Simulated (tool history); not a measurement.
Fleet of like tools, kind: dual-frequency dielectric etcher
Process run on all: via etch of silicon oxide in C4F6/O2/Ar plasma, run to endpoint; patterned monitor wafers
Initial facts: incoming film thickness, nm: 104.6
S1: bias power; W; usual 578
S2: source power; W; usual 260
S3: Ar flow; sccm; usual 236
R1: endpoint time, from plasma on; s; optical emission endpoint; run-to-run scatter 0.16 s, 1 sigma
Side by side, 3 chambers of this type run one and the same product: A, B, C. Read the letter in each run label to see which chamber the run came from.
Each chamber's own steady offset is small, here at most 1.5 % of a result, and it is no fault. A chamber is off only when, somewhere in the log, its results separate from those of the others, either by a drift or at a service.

| run | day | S1 | S2 | S3 | R1 |
|---|---|---|---|---|---|
| 1C | 0.121 | 578 | 260 | 236 | 24.992 |
| 2A | 0.221 | 578 | 260 | 236 | 24.497 |
|  | 0.271 | chamber C: bias power generator calibrated |
| 3B | 0.342 | 578 | 260 | 236 | 24.699 |
| 4C | 0.533 | 578 | 260 | 236 | 25.360 |
| 5B | 0.650 | 578 | 280 | 181 | 23.545 |
| 6A | 0.788 | 578 | 280 | 181 | 23.302 |
| 7A | 0.967 | 578 | 280 | 181 | 23.462 |
| 8B | 1.125 | 578 | 260 | 236 | 24.709 |
| 9C | 1.308 | 518 | 260 | 236 | 26.304 |
| 10B | 1.500 | 518 | 260 | 236 | 25.914 |
| 11C | 1.671 | 518 | 260 | 236 | 26.345 |
|  | 1.738 | chamber B: wet clean of the chamber |
| 12A | 1.767 | 660 | 260 | 236 | 23.279 |
|  | 1.850 | chamber A: wet clean of the chamber |
| 13B | 1.908 | 660 | 260 | 236 | 22.967 |
| 14A | 1.992 | 660 | 260 | 236 | 23.378 |
| 15C | 2.150 | 578 | 260 | 236 | 24.983 |
| 16C | 2.267 | 578 | 260 | 236 | 25.568 |
| 17B | 2.371 | 578 | 260 | 236 | 23.778 |
| 18A | 2.475 | 578 | 260 | 236 | 24.841 |
| 19C | 2.667 | 578 | 260 | 236 | 25.325 |
| 20B | 2.788 | 578 | 260 | 236 | 23.880 |
| 21A | 2.938 | 578 | 260 | 236 | 24.825 |
| 22B | 3.108 | 578 | 260 | 236 | 23.946 |
| 23A | 3.246 | 578 | 260 | 236 | 24.649 |
| 24C | 3.433 | 578 | 260 | 236 | 25.165 |
| 25C | 3.588 | 578 | 260 | 236 | 24.983 |
| 26B | 3.746 | 578 | 260 | 236 | 23.915 |
| 27A | 3.900 | 578 | 260 | 236 | 24.517 |

Read the log: is a single chamber off, either drifting away or since a service, is the gauge that measures every chamber drifting, or is nothing wrong beyond small per-chamber offsets? Name any odd chamber and what most likely caused it.

The work done on chamber B during a service left it standing apart from the others.
What lies behind it: etch rate over this chamber's usual, % = 3.77.

Here are 4 candidates for chamber B's next run, each the usual settings with a change, their results left as question marks. Which one brings its results back in line with what the others give on the usual settings?
In line means no further than this from the other chambers' mean on the usual settings: R1 0.570 s
| 28B-1 | 4.042 | 547 | 250 | 240 | ? |
| 28B-2 | 4.042 | 514 | 240 | 244 | ? |
| 28B-3 | 4.042 | 578 | 290 | 236 | ? |
| 28B-4 | 4.042 | 642 | 280 | 228 | ? |

The mean the other chambers reach with the usual settings: R1 24.829 s
| run | R1 |
|---|---|
| 28B-1 | 24.755 |
| 28B-2 | 25.788 |
| 28B-3 | 22.910 |
| 28B-4 | 22.183 |
The answer is 28B-1, which returns the chamber to within the allowed miss of the others.

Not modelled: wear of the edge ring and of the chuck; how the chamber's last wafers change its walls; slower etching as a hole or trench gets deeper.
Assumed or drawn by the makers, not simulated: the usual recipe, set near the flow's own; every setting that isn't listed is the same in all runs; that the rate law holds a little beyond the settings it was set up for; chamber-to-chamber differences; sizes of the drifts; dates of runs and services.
